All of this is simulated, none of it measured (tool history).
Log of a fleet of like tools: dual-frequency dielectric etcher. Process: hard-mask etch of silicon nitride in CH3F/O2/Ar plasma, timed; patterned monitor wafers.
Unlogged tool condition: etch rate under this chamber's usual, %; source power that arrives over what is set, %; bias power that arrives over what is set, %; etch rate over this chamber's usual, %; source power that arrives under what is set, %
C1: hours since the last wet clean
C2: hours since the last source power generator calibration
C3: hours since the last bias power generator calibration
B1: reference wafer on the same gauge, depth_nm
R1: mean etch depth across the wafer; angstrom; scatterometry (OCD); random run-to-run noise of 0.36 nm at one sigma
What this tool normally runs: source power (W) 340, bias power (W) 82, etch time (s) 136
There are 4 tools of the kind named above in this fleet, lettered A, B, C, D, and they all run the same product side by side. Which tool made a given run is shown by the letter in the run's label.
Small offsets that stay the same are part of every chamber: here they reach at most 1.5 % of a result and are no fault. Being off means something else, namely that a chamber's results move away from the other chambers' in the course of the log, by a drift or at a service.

{"run": "1C", "hour": 9.1, "source power (W)": 340, "bias power (W)": 82, "etch time (s)": 136, "C1": 97, "C2": 3781.2, "C3": 1480, "B1": 109.42, "R1": 940.87}
{"hour": 18.8, "done": "chamber B: wet clean of the chamber"}
{"run": "2A", "hour": 19.7, "source power (W)": 340, "bias power (W)": 82, "etch time (s)": 136, "C1": 154.7, "C2": 2615, "C3": 2156.5, "B1": 109.39, "R1": 944.03}
{"run": "3D", "hour": 30.9, "source power (W)": 340, "bias power (W)": 82, "etch time (s)": 136, "C1": 290.9, "C2": 227.4, "C3": 1194.7, "B1": 109.33, "R1": 930.74}
{"run": "4B", "hour": 41.9, "source power (W)": 340, "bias power (W)": 82, "etch time (s)": 136, "C1": 23.1, "C2": 2204.2, "C3": 890, "B1": 109.35, "R1": 931.04}
{"run": "5B", "hour": 49.7, "source power (W)": 340, "bias power (W)": 82, "etch time (s)": 136, "C1": 30.9, "C2": 2212, "C3": 897.8, "B1": 109.32, "R1": 928.84}
{"run": "6D", "hour": 60.5, "source power (W)": 340, "bias power (W)": 82, "etch time (s)": 136, "C1": 320.5, "C2": 257, "C3": 1224.3, "B1": 109.28, "R1": 928.08}
{"run": "7C", "hour": 69.5, "source power (W)": 340, "bias power (W)": 82, "etch time (s)": 136, "C1": 157.4, "C2": 3841.6, "C3": 1540.4, "B1": 109.27, "R1": 938.92}
{"run": "8A", "hour": 79.6, "source power (W)": 340, "bias power (W)": 82, "etch time (s)": 136, "C1": 214.6, "C2": 2674.9, "C3": 2216.4, "B1": 109.29, "R1": 936.54}
{"run": "9C", "hour": 91.6, "source power (W)": 340, "bias power (W)": 82, "etch time (s)": 136, "C1": 179.5, "C2": 3863.7, "C3": 1562.5, "B1": 109.33, "R1": 942.74}
{"run": "10B", "hour": 101.8, "source power (W)": 340, "bias power (W)": 82, "etch time (s)": 136, "C1": 83, "C2": 2264.1, "C3": 949.9, "B1": 109.35, "R1": 922.15}
{"run": "11A", "hour": 111.9, "source power (W)": 340, "bias power (W)": 82, "etch time (s)": 136, "C1": 246.9, "C2": 2707.2, "C3": 2248.7, "B1": 109.3, "R1": 926.25}
{"run": "12D", "hour": 119.5, "source power (W)": 340, "bias power (W)": 82, "etch time (s)": 136, "C1": 379.5, "C2": 316, "C3": 1283.3, "B1": 109.39, "R1": 933.25}
{"run": "13B", "hour": 129.1, "source power (W)": 340, "bias power (W)": 82, "etch time (s)": 136, "C1": 110.3, "C2": 2291.4, "C3": 977.2, "B1": 109.3, "R1": 926.06}
{"run": "14A", "hour": 137.2, "source power (W)": 340, "bias power (W)": 82, "etch time (s)": 136, "C1": 272.2, "C2": 2732.5, "C3": 2274, "B1": 109.23, "R1": 922.41}
{"run": "15D", "hour": 144.0, "source power (W)": 340, "bias power (W)": 82, "etch time (s)": 136, "C1": 404, "C2": 340.5, "C3": 1307.8, "B1": 109.38, "R1": 927.15}
{"run": "16C", "hour": 151.4, "source power (W)": 340, "bias power (W)": 82, "etch time (s)": 136, "C1": 239.3, "C2": 3923.5, "C3": 1622.3, "B1": 109.23, "R1": 937.93}
{"run": "17A", "hour": 159.0, "source power (W)": 300, "bias power (W)": 82, "etch time (s)": 136, "C1": 294, "C2": 2754.3, "C3": 2295.8, "B1": 109.23, "R1": 876.46}
{"run": "18D", "hour": 167.8, "source power (W)": 300, "bias power (W)": 82, "etch time (s)": 136, "C1": 427.8, "C2": 364.3, "C3": 1331.6, "B1": 109.24, "R1": 885.61}
{"run": "19C", "hour": 178.8, "source power (W)": 300, "bias power (W)": 82, "etch time (s)": 136, "C1": 266.7, "C2": 3950.9, "C3": 1649.7, "B1": 109.23, "R1": 899.05}
{"run": "20B", "hour": 187.5, "source power (W)": 300, "bias power (W)": 82, "etch time (s)": 136, "C1": 168.7, "C2": 2349.8, "C3": 1035.6, "B1": 109.17, "R1": 884.07}
{"run": "21C", "hour": 196.7, "source power (W)": 340, "bias power (W)": 82, "etch time (s)": 136, "C1": 284.6, "C2": 3968.8, "C3": 1667.6, "B1": 109.33, "R1": 943.52}
{"run": "22A", "hour": 203.1, "source power (W)": 340, "bias power (W)": 82, "etch time (s)": 136, "C1": 338.1, "C2": 2798.4, "C3": 2339.9, "B1": 109.3, "R1": 908.6}
{"run": "23B", "hour": 212.8, "source power (W)": 340, "bias power (W)": 82, "etch time (s)": 136, "C1": 194, "C2": 2375.1, "C3": 1060.9, "B1": 109.29, "R1": 924.01}
{"run": "24D", "hour": 219.4, "source power (W)": 340, "bias power (W)": 82, "etch time (s)": 136, "C1": 479.4, "C2": 415.9, "C3": 1383.2, "B1": 109.23, "R1": 930.14}

All chambers now run identical settings, listed one chamber a line with results as question marks. What results will each chamber show?
{"run": "25A", "hour": 229.0, "source power (W)": 340, "bias power (W)": 82, "etch time (s)": 136, "R1": "?"}
{"run": "25B", "hour": 229.0, "source power (W)": 340, "bias power (W)": 82, "etch time (s)": 136, "R1": "?"}
{"run": "25C", "hour": 229.0, "source power (W)": 340, "bias power (W)": 82, "etch time (s)": 136, "R1": "?"}
{"run": "25D", "hour": 229.0, "source power (W)": 340, "bias power (W)": 82, "etch time (s)": 136, "R1": "?"}

run=25A R1=914.36
run=25B R1=928.85
run=25C R1=937.11
run=25D R1=927.33

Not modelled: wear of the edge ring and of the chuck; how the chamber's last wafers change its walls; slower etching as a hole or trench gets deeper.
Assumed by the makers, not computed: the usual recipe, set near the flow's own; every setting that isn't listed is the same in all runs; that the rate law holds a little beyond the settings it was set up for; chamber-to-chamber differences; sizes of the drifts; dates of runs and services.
